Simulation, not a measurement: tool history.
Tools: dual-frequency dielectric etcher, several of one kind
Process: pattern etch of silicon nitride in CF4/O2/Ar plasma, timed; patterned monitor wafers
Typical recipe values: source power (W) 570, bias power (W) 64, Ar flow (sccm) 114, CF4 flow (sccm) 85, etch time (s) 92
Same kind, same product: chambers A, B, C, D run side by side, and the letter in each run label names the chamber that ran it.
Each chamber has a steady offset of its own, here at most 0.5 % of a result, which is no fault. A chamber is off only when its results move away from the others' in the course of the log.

run    day  source power (W)  bias power (W)  Ar flow (sccm)  CF4 flow (sccm)  etch time (s)  hours since the last wet clean  hours since the last source power generator calibration  hours since the last bias power generator calibration  hours since the last Ar flow controller change  hours since the last CF4 flow controller change  read-back reference wafer on the same gauge, depth_nm  mean etch depth across the wafer (nm)
 1A  0.279               570              64             114               85             92                            52.3                                                    793.9                                                 1314.8                                           636.0                                           1930.9                                                 171.94                                 207.99
 2C  0.446               570              64             114               85             92                           289.9                                                    421.1                                                 2936.5                                          1218.7                                           2050.0                                                 172.03                                 206.11
 3D  0.675               570              64             114               85             92                           264.4                                                   2600.2                                                 3371.5                                          3853.8                                           2353.8                                                 171.94                                 207.64
 4B  0.950               570              64             114               85             92                           221.6                                                   1927.2                                                 1286.8                                          1311.9                                            482.3                                                 171.88                                 206.00
 5A  1.179               570              75              87               85             92                            73.9                                                    815.5                                                 1336.4                                           657.6                                           1952.5                                                 171.88                                 228.41
 6D  1.483               570              75              87               85             92                           283.8                                                   2619.6                                                 3390.9                                          3873.2                                           2373.2                                                 171.73                                 227.54
 7B  1.675               570              75              87               85             92                           239.0                                                   1944.6                                                 1304.2                                          1329.3                                            499.7                                                 171.77                                 226.73
 8C  1.867               570              75              87               85             92                           324.0                                                    455.2                                                 2970.6                                          1252.8                                           2084.1                                                 171.71                                 226.79
 9D  2.050               570              64             114               85             92                           297.4                                                   2633.2                                                 3404.5                                          3886.8                                           2386.8                                                 171.70                                 206.62
10A  2.300               570              64             114               85             92                           100.8                                                    842.4                                                 1363.3                                           684.5                                           1979.4                                                 171.69                                 207.95
11C  2.488               570              64             114               85             92                           338.9                                                    470.1                                                 2985.5                                          1267.7                                           2099.0                                                 171.67                                 206.57
12B  2.750               570              64             114               85             92                           264.8                                                   1970.4                                                 1330.0                                          1355.1                                            525.5                                                 171.61                                 206.20
13A  3.079               570              64             114               85             92                           119.5                                                    861.1                                                 1382.0                                           703.2                                           1998.1                                                 171.52                                 207.75
14B  3.225               570              64             114               85             92                           276.2                                                   1981.8                                                 1341.4                                          1366.5                                            536.9                                                 171.51                                 206.13
15C  3.375               570              64             114               85             92                           360.2                                                    491.4                                                 3006.8                                          1289.0                                           2120.3                                                 171.49                                 206.46
16D  3.700               700              64             114               85             92                           337.0                                                   2672.8                                                 3444.1                                          3926.4                                           2426.4                                                 171.48                                 246.29
17D  4.000               700              64             114               85             92                           344.2                                                   2680.0                                                 3451.3                                          3933.6                                           2433.6                                                 171.31                                 245.90
     4.196  -- chamber D: wet clean of the chamber
18B  4.321               700              64             114               85             92                           302.5                                                   2008.1                                                 1367.7                                          1392.8                                            563.2                                                 171.39                                 247.09
19C  4.604               700              64             114               85             92                           389.7                                                    520.9                                                 3036.3                                          1318.5                                           2149.8                                                 171.33                                 245.29
20A  4.792               570              64             114               85             92                           160.6                                                    902.2                                                 1423.1                                           744.3                                           2039.2                                                 171.30                                 207.01
21C  5.083               570              64             114               85             92                           401.2                                                    532.4                                                 3047.8                                          1330.0                                           2161.3                                                 171.23                                 205.04
22D  5.246               570              64             114               85             92                            25.2                                                   2709.9                                                 3481.2                                          3963.5                                           2463.5                                                 171.17                                 206.39
23A  5.542               570              64             114               85             92                           178.6                                                    920.2                                                 1441.1                                           762.3                                           2057.2                                                 171.20                                 207.57
24B  5.817               570              64             114               85             92                           338.4                                                   2044.0                                                 1403.6                                          1428.7                                            599.1                                                 171.08                                 205.42
25B  6.083               570              64             114               85             92                           344.8                                                   2050.4                                                 1410.0                                          1435.1                                            605.5                                                 171.08                                 206.22
26D  6.375               570              64             114               85             92                            52.3                                                   2737.0                                                 3508.3                                          3990.6                                           2490.6                                                 170.99                                 206.61
     6.508  -- chamber C: wet clean of the chamber
27C  6.533               570              75             114               85             92                             0.7                                                    567.2                                                 3082.6                                          1364.8                                           2196.1                                                 170.96                                 218.76
28A  6.804               570              75             114               85             92                           208.9                                                    950.5                                                 1471.4                                           792.6                                           2087.5                                                 170.96                                 220.98
29C  7.100               570              75             114               85             92                            14.3                                                    580.8                                                 3096.2                                          1378.4                                           2209.7                                                 170.89                                 218.65
30A  7.258               570              75             114               85             92                           219.8                                                    961.4                                                 1482.3                                           803.5                                           2098.4                                                 170.93                                 220.99
31D  7.467               570              64             114               85             92                            78.5                                                   2763.2                                                 3534.5                                          4016.8                                           2516.8                                                 170.88                                 206.58

Is one chamber off against the others, does the gauge drift, or is nothing wrong? If a chamber is off, say which, and what the likeliest cause is.

Every chamber seems to shift together because the gauge that measures them all drifts; the chambers themselves are fine.
Likeliest cause: gauge reads low (%) = 0.676.
